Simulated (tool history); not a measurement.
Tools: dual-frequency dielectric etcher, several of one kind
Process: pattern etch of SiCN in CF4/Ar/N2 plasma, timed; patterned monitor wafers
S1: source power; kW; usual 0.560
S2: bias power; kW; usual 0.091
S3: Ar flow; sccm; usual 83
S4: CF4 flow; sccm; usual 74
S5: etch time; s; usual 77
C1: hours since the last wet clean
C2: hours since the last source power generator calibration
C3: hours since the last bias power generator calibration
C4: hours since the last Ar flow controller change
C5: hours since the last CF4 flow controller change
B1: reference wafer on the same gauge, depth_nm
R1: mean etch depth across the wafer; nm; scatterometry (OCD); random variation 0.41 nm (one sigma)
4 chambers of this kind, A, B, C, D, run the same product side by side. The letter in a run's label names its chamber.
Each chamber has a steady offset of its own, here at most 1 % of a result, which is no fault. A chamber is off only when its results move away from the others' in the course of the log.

| run | hour | S1 | S2 | S3 | S4 | S5 | C1 | C2 | C3 | C4 | C5 | B1 | R1 |
|---|---|---|---|---|---|---|---|---|---|---|---|---|---|
| 1A | 4.9 | 0.560 | 0.091 | 83 | 74 | 77 | 455.7 | 917.0 | 3353.6 | 2675.0 | 2656.0 | 78.975 | 91.176 |
| 2D | 9.3 | 0.560 | 0.091 | 83 | 74 | 77 | 156.6 | 1807.7 | 2367.8 | 4552.7 | 2793.9 | 79.023 | 90.973 |
| 3B | 13.3 | 0.560 | 0.091 | 83 | 74 | 77 | 126.2 | 1547.1 | 722.6 | 3144.0 | 110.0 | 78.979 | 90.710 |
| 4C | 17.2 | 0.560 | 0.091 | 83 | 74 | 77 | 394.3 | 4038.4 | 2634.4 | 2241.9 | 409.3 | 79.066 | 90.858 |
| 5B | 21.1 | 0.560 | 0.091 | 83 | 74 | 77 | 134.0 | 1554.9 | 730.4 | 3151.8 | 117.8 | 79.004 | 90.594 |
| 6D | 24.4 | 0.560 | 0.091 | 83 | 74 | 77 | 171.7 | 1822.8 | 2382.9 | 4567.8 | 2809.0 | 78.993 | 90.158 |
| 7A | 29.3 | 0.560 | 0.091 | 83 | 74 | 77 | 480.1 | 941.4 | 3378.0 | 2699.4 | 2680.4 | 78.966 | 90.501 |
| 8C | 33.4 | 0.560 | 0.091 | 83 | 74 | 77 | 410.5 | 4054.6 | 2650.6 | 2258.1 | 425.5 | 78.987 | 90.626 |
| 9A | 37.1 | 0.560 | 0.091 | 83 | 74 | 77 | 487.9 | 949.2 | 3385.8 | 2707.2 | 2688.2 | 78.963 | 91.291 |
| 10D | 42.5 | 0.560 | 0.091 | 83 | 74 | 77 | 189.8 | 1840.9 | 2401.0 | 4585.9 | 2827.1 | 78.939 | 90.174 |
| 11C | 45.7 | 0.560 | 0.091 | 83 | 74 | 77 | 422.8 | 4066.9 | 2662.9 | 2270.4 | 437.8 | 78.888 | 90.001 |
| 12B | 49.6 | 0.560 | 0.091 | 83 | 74 | 67 | 162.5 | 1583.4 | 758.9 | 3180.3 | 146.3 | 79.012 | 78.610 |
|  | 50.7 | chamber A: wet clean of the chamber |
| 13D | 52.7 | 0.560 | 0.091 | 83 | 74 | 67 | 200.0 | 1851.1 | 2411.2 | 4596.1 | 2837.3 | 79.027 | 78.773 |
| 14A | 57.9 | 0.560 | 0.091 | 83 | 74 | 67 | 7.3 | 970.0 | 3406.6 | 2728.0 | 2709.0 | 78.959 | 83.659 |
| 15B | 61.7 | 0.560 | 0.091 | 83 | 74 | 67 | 174.6 | 1595.5 | 771.0 | 3192.4 | 158.4 | 78.966 | 78.917 |
| 16C | 66.6 | 0.690 | 0.091 | 75 | 74 | 77 | 443.7 | 4087.8 | 2683.8 | 2291.3 | 458.7 | 78.992 | 110.300 |
| 17D | 71.3 | 0.690 | 0.091 | 75 | 74 | 77 | 218.6 | 1869.7 | 2429.8 | 4614.7 | 2855.9 | 79.088 | 110.820 |
| 18C | 75.8 | 0.690 | 0.091 | 75 | 74 | 77 | 452.9 | 4097.0 | 2693.0 | 2300.5 | 467.9 | 79.052 | 110.420 |
| 19B | 78.6 | 0.690 | 0.091 | 75 | 74 | 77 | 191.5 | 1612.4 | 787.9 | 3209.3 | 175.3 | 79.052 | 109.230 |
| 20A | 81.8 | 0.560 | 0.091 | 75 | 74 | 77 | 31.2 | 993.9 | 3430.5 | 2751.9 | 2732.9 | 79.029 | 97.432 |
| 21B | 85.5 | 0.560 | 0.091 | 75 | 74 | 77 | 198.4 | 1619.3 | 794.8 | 3216.2 | 182.2 | 79.081 | 91.717 |
| 22A | 90.7 | 0.560 | 0.091 | 75 | 74 | 77 | 40.1 | 1002.8 | 3439.4 | 2760.8 | 2741.8 | 79.037 | 97.101 |
| 23C | 95.4 | 0.560 | 0.091 | 75 | 74 | 77 | 472.5 | 4116.6 | 2712.6 | 2320.1 | 487.5 | 79.006 | 91.270 |
| 24D | 98.9 | 0.560 | 0.091 | 83 | 74 | 77 | 246.2 | 1897.3 | 2457.4 | 4642.3 | 2883.5 | 79.019 | 90.387 |
|  | 101.6 | chamber C: wet clean of the chamber |
| 25C | 103.5 | 0.560 | 0.091 | 83 | 74 | 77 | 2.0 | 4124.7 | 2720.7 | 2328.2 | 495.6 | 78.968 | 90.117 |
| 26D | 105.9 | 0.560 | 0.091 | 83 | 74 | 77 | 253.2 | 1904.3 | 2464.4 | 4649.3 | 2890.5 | 79.048 | 90.928 |
| 27A | 110.0 | 0.560 | 0.091 | 83 | 74 | 77 | 59.4 | 1022.1 | 3458.7 | 2780.1 | 2761.1 | 79.017 | 95.692 |
| 28B | 114.2 | 0.560 | 0.091 | 83 | 74 | 77 | 227.1 | 1648.0 | 823.5 | 3244.9 | 210.9 | 79.100 | 90.387 |
| 29A | 117.7 | 0.560 | 0.091 | 83 | 74 | 77 | 67.1 | 1029.8 | 3466.4 | 2787.8 | 2768.8 | 78.974 | 95.947 |
| 30B | 120.4 | 0.560 | 0.091 | 83 | 74 | 77 | 233.3 | 1654.2 | 829.7 | 3251.1 | 217.1 | 78.989 | 89.926 |
| 31C | 124.4 | 0.560 | 0.091 | 83 | 74 | 77 | 22.9 | 4145.6 | 2741.6 | 2349.1 | 516.5 | 78.994 | 90.028 |
| 32D | 127.1 | 0.560 | 0.091 | 83 | 74 | 77 | 274.4 | 1925.5 | 2485.6 | 4670.5 | 2911.7 | 79.076 | 90.150 |
| 33A | 132.1 | 0.560 | 0.091 | 83 | 74 | 77 | 81.5 | 1044.2 | 3480.8 | 2802.2 | 2783.2 | 78.991 | 95.295 |
| 34D | 135.6 | 0.560 | 0.091 | 83 | 74 | 77 | 282.9 | 1934.0 | 2494.1 | 4679.0 | 2920.2 | 78.994 | 90.730 |
| 35B | 138.4 | 0.560 | 0.091 | 83 | 74 | 77 | 251.3 | 1672.2 | 847.7 | 3269.1 | 235.1 | 78.994 | 90.013 |

Is one chamber off against the others, does the gauge drift, or is nothing wrong? If a chamber is off, say which, and what the likeliest cause is.

A service left chamber A off against the others.
Cause: etch rate over this chamber's usual, % = 5.13.

Here are 4 candidates for chamber A's next run, each the usual settings with a change, their results left as question marks. Which one brings its results back in line with what the others give on the usual settings?
In line means no further than this from the other chambers' mean on the usual settings: R1 1.500 nm
| 36A-1 | 142.3 | 0.560 | 0.089 | 84 | 74 | 69.0 |  |  |  |  |  |  | ? |
| 36A-2 | 142.3 | 0.560 | 0.091 | 54 | 74 | 77.0 |  |  |  |  |  |  | ? |
| 36A-3 | 142.3 | 0.640 | 0.091 | 81 | 75 | 77.0 |  |  |  |  |  |  | ? |
| 36A-4 | 142.3 | 0.550 | 0.090 | 83 | 74 | 74.5 |  |  |  |  |  |  | ? |

The other chambers' mean on the usual settings: R1 90.516 nm
| run | R1 |
|---|---|
| 36A-1 | 84.977 |
| 36A-2 | 100.930 |
| 36A-3 | 108.230 |
| 36A-4 | 90.803 |
36A-4 brings the chamber back in line.
